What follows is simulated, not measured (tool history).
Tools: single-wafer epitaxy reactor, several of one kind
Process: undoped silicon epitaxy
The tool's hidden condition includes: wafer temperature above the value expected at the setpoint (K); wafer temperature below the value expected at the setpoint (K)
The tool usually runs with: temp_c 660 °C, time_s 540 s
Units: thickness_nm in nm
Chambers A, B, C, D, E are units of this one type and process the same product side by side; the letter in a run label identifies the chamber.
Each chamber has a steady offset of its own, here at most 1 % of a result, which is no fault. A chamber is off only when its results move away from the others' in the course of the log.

run,hour,temp_c,time_s,hours since the last pyrometer calibration,"read-back reference wafer on the same gauge, thickness_nm",thickness_nm
1C,5.6,660,540,1154.8,129.14,112.650
2E,16.9,660,540,1826.4,128.88,113.130
3A,27.5,660,540,2184.2,128.93,111.630
4D,40.1,660,540,305.7,128.94,112.910
5B,53.0,660,540,365.2,128.85,111.880
6B,60.8,660,540,373.0,128.84,112.490
7C,72.9,660,540,1222.1,128.89,112.790
8A,84.1,660,540,2240.8,129.05,111.370
9E,96.9,660,540,1906.4,129.12,114.400
10D,107.0,660,540,372.6,128.94,112.230
11C,113.1,648,481,1262.3,129.04,76.739
12D,124.9,648,481,390.5,128.94,77.122
13B,131.5,648,481,443.7,128.91,76.695
14E,142.5,648,481,1952.0,129.13,77.904
15A,154.1,648,481,2310.8,128.98,77.304
16A,161.6,671,540,2318.3,128.94,140.930
17D,168.0,671,540,433.6,128.98,142.550
18E,178.0,671,540,1987.5,128.86,144.660
19B,190.0,671,540,502.2,128.91,140.840
20C,198.1,671,540,1347.3,129.09,142.210
21B,209.9,660,540,522.1,128.93,111.390
22D,216.6,660,484,482.2,128.80,100.720
23C,226.3,660,484,1375.5,128.89,101.200
24E,235.7,660,484,2045.2,128.95,101.680
25A,245.3,660,484,2402.0,129.07,100.040
26A,255.6,660,484,2412.3,128.92,100.160
27C,268.4,660,540,1417.6,128.98,113.190
28E,274.9,666,644,2084.4,128.97,155.220
29D,284.1,666,644,549.7,129.07,151.910
30B,294.9,666,644,607.1,128.97,151.170
31E,307.7,666,644,2117.2,129.05,154.050
# hour 311.6: chamber A: pyrometer calibrated
32D,318.0,666,644,583.6,129.09,152.390
33C,323.9,660,540,1473.1,129.08,112.910
34A,329.8,660,540,18.2,128.97,111.780
35B,341.0,660,540,653.2,128.97,111.930
36D,348.2,660,540,613.8,128.82,112.810
37A,359.0,660,540,47.4,129.16,110.760
# hour 360.4: chamber E: pyrometer calibrated
38B,371.1,660,540,683.3,128.83,111.070
39E,379.0,660,540,18.6,128.99,113.680
40C,386.0,660,540,1535.2,129.06,113.230
41D,392.4,660,540,658.0,128.85,111.470
42E,402.6,660,540,42.2,128.99,113.540
43C,414.1,660,540,1563.3,129.09,112.430

All 5 chambers run these settings next. Forecast each chamber's results:
44A,423.4,660,540,,,?
44B,423.4,660,540,,,?
44C,423.4,660,540,,,?
44D,423.4,660,540,,,?
44E,423.4,660,540,,,?

run,thickness_nm
44A,111.580
44B,112.690
44C,111.280
44D,112.610
44E,113.440
